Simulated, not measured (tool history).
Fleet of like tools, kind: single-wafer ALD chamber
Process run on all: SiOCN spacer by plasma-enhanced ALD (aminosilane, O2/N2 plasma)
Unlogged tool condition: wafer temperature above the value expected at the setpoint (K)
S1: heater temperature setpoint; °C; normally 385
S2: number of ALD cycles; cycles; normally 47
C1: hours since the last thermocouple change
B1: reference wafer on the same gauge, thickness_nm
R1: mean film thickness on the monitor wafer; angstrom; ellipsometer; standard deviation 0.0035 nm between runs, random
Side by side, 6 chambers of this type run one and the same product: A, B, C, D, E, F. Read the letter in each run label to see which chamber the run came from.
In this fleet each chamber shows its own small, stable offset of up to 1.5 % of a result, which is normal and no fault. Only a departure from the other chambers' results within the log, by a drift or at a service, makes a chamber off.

Run 1B, hour 7.4: usual settings; C1 1290.0; B1 3.0200. Result: R1 28.129 angstrom.
Run 2E, hour 14.2: usual settings; C1 1201.4; B1 3.0186. Result: R1 28.499 angstrom.
Run 3D, hour 22.2: usual settings; C1 965.9; B1 3.0195. Result: R1 28.430 angstrom.
Run 4F, hour 28.6: usual settings; C1 2048.8; B1 3.0188. Result: R1 28.169 angstrom.
Run 5A, hour 33.8: usual settings but S1 394 °C, S2 42 cycles; C1 206.5; B1 3.0177. Result: R1 25.324 angstrom.
Run 6C, hour 38.0: usual settings but S1 394 °C, S2 42 cycles; C1 1168.8; B1 3.0174. Result: R1 24.952 angstrom.
Run 7D, hour 43.6: usual settings but S1 394 °C, S2 42 cycles; C1 987.3; B1 3.0186. Result: R1 25.395 angstrom.
Run 8A, hour 51.5: usual settings but S1 394 °C, S2 42 cycles; C1 224.2; B1 3.0174. Result: R1 25.372 angstrom.
Run 9F, hour 56.2: usual settings but S1 394 °C, S2 42 cycles; C1 2076.4; B1 3.0168. Result: R1 25.138 angstrom.
Run 10B, hour 60.2: usual settings but S1 394 °C, S2 42 cycles; C1 1342.8; B1 3.0163. Result: R1 25.129 angstrom.
Run 11C, hour 68.1: usual settings but S1 372 °C, S2 41 cycles; C1 1198.9; B1 3.0157. Result: R1 24.326 angstrom.
Run 12E, hour 76.5: usual settings but S1 372 °C, S2 41 cycles; C1 1263.7; B1 3.0158. Result: R1 24.772 angstrom.
Run 13E, hour 80.7: usual settings but S1 372 °C, S2 41 cycles; C1 1267.9; B1 3.0153. Result: R1 24.892 angstrom.
Run 14C, hour 85.6: usual settings but S1 372 °C, S2 41 cycles; C1 1216.4; B1 3.0147. Result: R1 24.398 angstrom.
Run 15A, hour 91.1: usual settings but S1 372 °C, S2 41 cycles; C1 263.8; B1 3.0150. Result: R1 24.720 angstrom.
Run 16B, hour 98.9: usual settings but S1 372 °C, S2 41 cycles; C1 1381.5; B1 3.0143. Result: R1 24.495 angstrom.
Run 17D, hour 106.9: usual settings; C1 1050.6; B1 3.0134. Result: R1 28.383 angstrom.
At hour 111.4: chamber F: thermocouple changed; heater temperature recalibrated.
Run 18F, hour 112.7: usual settings; C1 1.4; B1 3.0135. Result: R1 28.121 angstrom.
Run 19D, hour 117.4: usual settings; C1 1061.1; B1 3.0135. Result: R1 28.373 angstrom.
Run 20F, hour 122.1: usual settings; C1 10.8; B1 3.0128. Result: R1 28.081 angstrom.
Run 21E, hour 126.5: usual settings but S1 398 °C; C1 1313.7; B1 3.0122. Result: R1 28.387 angstrom.
Run 22B, hour 134.4: usual settings but S1 398 °C; C1 1417.0; B1 3.0138. Result: R1 28.094 angstrom.
Run 23C, hour 141.6: usual settings but S1 398 °C; C1 1272.4; B1 3.0112. Result: R1 27.898 angstrom.
Run 24A, hour 147.9: usual settings but S1 398 °C; C1 320.6; B1 3.0120. Result: R1 28.339 angstrom.
Run 25E, hour 152.1: usual settings but S1 398 °C; C1 1339.3; B1 3.0109. Result: R1 28.392 angstrom.
Run 26D, hour 159.5: usual settings but S1 398 °C; C1 1103.2; B1 3.0117. Result: R1 28.339 angstrom.
Run 27A, hour 165.4: usual settings; C1 338.1; B1 3.0106. Result: R1 28.251 angstrom.
Run 28F, hour 173.5: usual settings but S1 396 °C, S2 53 cycles; C1 62.2; B1 3.0103. Result: R1 31.629 angstrom.
Run 29B, hour 181.3: usual settings but S1 396 °C, S2 53 cycles; C1 1463.9; B1 3.0101. Result: R1 31.671 angstrom.
Run 30C, hour 185.9: usual settings but S1 396 °C, S2 53 cycles; C1 1316.7; B1 3.0099. Result: R1 31.458 angstrom.
Run 31C, hour 194.2: usual settings but S1 396 °C, S2 53 cycles; C1 1325.0; B1 3.0088. Result: R1 31.430 angstrom.
Run 32B, hour 199.8: usual settings but S1 396 °C, S2 53 cycles; C1 1482.4; B1 3.0088. Result: R1 31.670 angstrom.
Run 33F, hour 205.8: usual settings but S1 396 °C, S2 53 cycles; C1 94.5; B1 3.0084. Result: R1 31.667 angstrom.
Run 34A, hour 210.1: usual settings; C1 382.8; B1 3.0081. Result: R1 28.263 angstrom.
Run 35D, hour 215.6: usual settings; C1 1159.3; B1 3.0066. Result: R1 28.317 angstrom.
Run 36E, hour 222.8: usual settings but S1 396 °C, S2 53 cycles; C1 1410.0; B1 3.0072. Result: R1 32.016 angstrom.
Run 37D, hour 230.4: usual settings but S1 396 °C, S2 53 cycles; C1 1174.1; B1 3.0065. Result: R1 31.871 angstrom.
Run 38A, hour 238.6: usual settings but S1 396 °C, S2 53 cycles; C1 411.3; B1 3.0069. Result: R1 31.942 angstrom.
Run 39B, hour 246.3: usual settings but S1 396 °C, S2 53 cycles; C1 1528.9; B1 3.0059. Result: R1 31.618 angstrom.
Run 40F, hour 252.2: usual settings but S1 396 °C, S2 53 cycles; C1 140.9; B1 3.0053. Result: R1 31.625 angstrom.
Run 41E, hour 258.5: usual settings but S1 396 °C, S2 53 cycles; C1 1445.7; B1 3.0068. Result: R1 31.935 angstrom.
Run 42C, hour 263.0: usual settings; C1 1393.8; B1 3.0068. Result: R1 27.833 angstrom.

All chambers now run identical settings, listed one chamber a line with results as question marks. What results will each chamber show?
Run 43A, hour 269.1: usual settings but S2 53 cycles. Result: R1 ?.
Run 43B, hour 269.1: usual settings but S2 53 cycles. Result: R1 ?.
Run 43C, hour 269.1: usual settings but S2 53 cycles. Result: R1 ?.
Run 43D, hour 269.1: usual settings but S2 53 cycles. Result: R1 ?.
Run 43E, hour 269.1: usual settings but S2 53 cycles. Result: R1 ?.
Run 43F, hour 269.1: usual settings but S2 53 cycles. Result: R1 ?.

run      R1
43A  31.910
43B  31.550
43C  31.399
43D  31.910
43E  31.929
43F  31.545

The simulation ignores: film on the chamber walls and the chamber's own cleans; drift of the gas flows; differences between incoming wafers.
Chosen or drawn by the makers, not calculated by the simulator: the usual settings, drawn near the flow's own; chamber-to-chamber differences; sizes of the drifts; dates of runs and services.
